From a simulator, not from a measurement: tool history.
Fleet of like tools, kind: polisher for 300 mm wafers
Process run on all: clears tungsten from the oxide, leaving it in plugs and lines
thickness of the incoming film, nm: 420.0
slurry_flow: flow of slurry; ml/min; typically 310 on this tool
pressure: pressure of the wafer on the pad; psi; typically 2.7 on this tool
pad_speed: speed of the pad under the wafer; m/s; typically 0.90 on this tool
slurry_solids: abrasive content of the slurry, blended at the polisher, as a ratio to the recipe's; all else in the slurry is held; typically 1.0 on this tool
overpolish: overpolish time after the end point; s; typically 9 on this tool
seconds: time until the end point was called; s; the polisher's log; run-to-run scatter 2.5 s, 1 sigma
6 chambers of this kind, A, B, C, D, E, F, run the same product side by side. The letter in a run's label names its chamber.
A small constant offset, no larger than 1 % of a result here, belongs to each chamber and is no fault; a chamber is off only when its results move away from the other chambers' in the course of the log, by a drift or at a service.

-- hour=3.9 chamber A: slurry tank refilled with fresh slurry and peroxide
run 1A hour=4.0 | slurry_flow=310 pressure=2.7 pad_speed=0.90 slurry_solids=1.0 overpolish=9 | seconds=134.42
run 2E hour=6.7 | slurry_flow=310 pressure=2.7 pad_speed=0.90 slurry_solids=1.0 overpolish=9 | seconds=134.83
run 3C hour=10.9 | slurry_flow=310 pressure=2.7 pad_speed=0.90 slurry_solids=1.0 overpolish=9 | seconds=137.88
-- hour=12.1 chamber B: head pressure recalibrated
run 4B hour=14.8 | slurry_flow=310 pressure=2.7 pad_speed=0.90 slurry_solids=1.0 overpolish=9 | seconds=133.74
-- hour=16.1 chamber E: slurry tank refilled with fresh slurry and peroxide
-- hour=17.4 chamber B: slurry tank refilled with fresh slurry and peroxide
run 5D hour=18.7 | slurry_flow=310 pressure=2.7 pad_speed=0.78 slurry_solids=1.0 overpolish=9 | seconds=153.67
-- hour=21.0 chamber E: slurry blender recalibrated
run 6F hour=21.3 | slurry_flow=310 pressure=2.7 pad_speed=0.78 slurry_solids=1.0 overpolish=9 | seconds=160.58
run 7E hour=25.1 | slurry_flow=310 pressure=2.7 pad_speed=0.78 slurry_solids=1.0 overpolish=9 | seconds=156.77
run 8A hour=27.7 | slurry_flow=310 pressure=2.7 pad_speed=0.78 slurry_solids=1.0 overpolish=9 | seconds=158.05
-- hour=30.9 chamber F: worn pad replaced by a new one
run 9C hour=31.5 | slurry_flow=310 pressure=2.7 pad_speed=0.78 slurry_solids=1.0 overpolish=9 | seconds=156.54
-- hour=32.5 chamber C: worn pad replaced by a new one
run 10B hour=33.9 | slurry_flow=310 pressure=2.7 pad_speed=0.78 slurry_solids=1.0 overpolish=9 | seconds=158.53
-- hour=36.1 chamber D: slurry tank refilled with fresh slurry and peroxide
run 11F hour=36.7 | slurry_flow=310 pressure=2.7 pad_speed=0.90 slurry_solids=1.0 overpolish=9 | seconds=133.68
run 12D hour=39.4 | slurry_flow=310 pressure=2.7 pad_speed=0.90 slurry_solids=1.0 overpolish=9 | seconds=135.10
run 13A hour=42.9 | slurry_flow=310 pressure=2.7 pad_speed=0.90 slurry_solids=1.0 overpolish=9 | seconds=135.21
-- hour=43.4 chamber F: slurry nozzle cleaned
run 14B hour=46.3 | slurry_flow=310 pressure=2.7 pad_speed=0.90 slurry_solids=1.0 overpolish=9 | seconds=132.82
run 15D hour=50.3 | slurry_flow=310 pressure=3.2 pad_speed=0.90 slurry_solids=1.0 overpolish=9 | seconds=108.66
run 16C hour=54.7 | slurry_flow=310 pressure=3.2 pad_speed=0.90 slurry_solids=1.0 overpolish=9 | seconds=116.70
run 17E hour=58.2 | slurry_flow=310 pressure=3.2 pad_speed=0.90 slurry_solids=1.0 overpolish=9 | seconds=113.48
run 18F hour=61.1 | slurry_flow=310 pressure=3.2 pad_speed=0.90 slurry_solids=1.0 overpolish=9 | seconds=126.26
-- hour=62.0 chamber D: worn pad replaced by a new one
run 19C hour=63.5 | slurry_flow=310 pressure=3.2 pad_speed=0.90 slurry_solids=1.0 overpolish=9 | seconds=116.18
-- hour=66.1 chamber E: slurry tank refilled with fresh slurry and peroxide
run 20E hour=68.0 | slurry_flow=310 pressure=3.2 pad_speed=0.90 slurry_solids=1.0 overpolish=9 | seconds=114.20
-- hour=69.9 chamber B: worn pad replaced by a new one
run 21F hour=71.4 | slurry_flow=310 pressure=2.7 pad_speed=0.90 slurry_solids=1.0 overpolish=9 | seconds=148.78
run 22A hour=74.7 | slurry_flow=310 pressure=2.7 pad_speed=0.90 slurry_solids=1.0 overpolish=9 | seconds=135.93
run 23B hour=77.8 | slurry_flow=310 pressure=2.7 pad_speed=0.90 slurry_solids=1.0 overpolish=9 | seconds=134.27
run 24D hour=80.1 | slurry_flow=310 pressure=2.7 pad_speed=0.90 slurry_solids=1.0 overpolish=9 | seconds=137.81
run 25C hour=83.2 | slurry_flow=310 pressure=2.7 pad_speed=0.90 slurry_solids=1.0 overpolish=9 | seconds=140.81
run 26D hour=85.5 | slurry_flow=310 pressure=2.7 pad_speed=0.90 slurry_solids=1.0 overpolish=9 | seconds=136.28
run 27F hour=89.4 | slurry_flow=310 pressure=2.7 pad_speed=0.90 slurry_solids=1.0 overpolish=9 | seconds=154.19
run 28A hour=91.9 | slurry_flow=310 pressure=2.7 pad_speed=0.90 slurry_solids=1.0 overpolish=9 | seconds=131.19
-- hour=94.6 chamber C: slurry tank refilled with fresh slurry and peroxide
run 29E hour=95.6 | slurry_flow=310 pressure=2.7 pad_speed=0.90 slurry_solids=1.0 overpolish=9 | seconds=138.80
run 30B hour=99.6 | slurry_flow=310 pressure=2.7 pad_speed=0.90 slurry_solids=0.8 overpolish=9 | seconds=143.95
-- hour=101.7 chamber C: worn pad replaced by a new one
run 31F hour=102.4 | slurry_flow=310 pressure=2.7 pad_speed=0.90 slurry_solids=0.8 overpolish=9 | seconds=165.69
run 32D hour=106.3 | slurry_flow=310 pressure=2.7 pad_speed=0.90 slurry_solids=0.8 overpolish=9 | seconds=142.96
-- hour=109.7 chamber E: slurry tank refilled with fresh slurry and peroxide
run 33B hour=110.2 | slurry_flow=310 pressure=2.7 pad_speed=0.90 slurry_solids=0.8 overpolish=9 | seconds=145.66
-- hour=110.8 chamber A: worn pad replaced by a new one
run 34C hour=113.3 | slurry_flow=310 pressure=2.7 pad_speed=0.90 slurry_solids=0.8 overpolish=9 | seconds=142.76
-- hour=116.3 chamber A: slurry tank refilled with fresh slurry and peroxide
-- hour=116.7 chamber E: worn pad replaced by a new one
run 35A hour=117.5 | slurry_flow=310 pressure=2.7 pad_speed=0.90 slurry_solids=0.8 overpolish=9 | seconds=147.42
run 36E hour=120.7 | slurry_flow=310 pressure=2.7 pad_speed=0.90 slurry_solids=1.0 overpolish=9 | seconds=138.62
run 37A hour=124.7 | slurry_flow=310 pressure=2.7 pad_speed=0.90 slurry_solids=1.0 overpolish=9 | seconds=134.85

Is one chamber off against the others, does the gauge drift, or is nothing wrong? If a chamber is off, say which, and what the likeliest cause is.

Little by little, chamber F moves away from the other chambers.
Cause: peroxide lost from the slurry, % = 41.9.

Which of the 4 candidates below, each the usual settings with something changed and its results left as question marks, puts chamber F back in line with what the other chambers give on the usual settings?
In line here means within this much of the mean the other chambers give on the usual settings: seconds 8.90 s
run 38F-1 hour=128.2 | slurry_flow=300 pressure=1.7 pad_speed=0.90 slurry_solids=0.95 overpolish=9 | seconds=?
run 38F-2 hour=128.2 | slurry_flow=310 pressure=3.4 pad_speed=1.14 slurry_solids=1.00 overpolish=9 | seconds=?
run 38F-3 hour=128.2 | slurry_flow=305 pressure=2.7 pad_speed=0.74 slurry_solids=1.00 overpolish=9 | seconds=?
run 38F-4 hour=128.2 | slurry_flow=310 pressure=2.7 pad_speed=1.08 slurry_solids=1.05 overpolish=9 | seconds=?

Other chambers, usual settings, mean: seconds 135.53 s
run=38F-1 seconds=268.62
run=38F-2 seconds=106.02
run=38F-3 seconds=204.02
run=38F-4 seconds=138.76
It is 38F-4 that realigns the chamber with its peers.
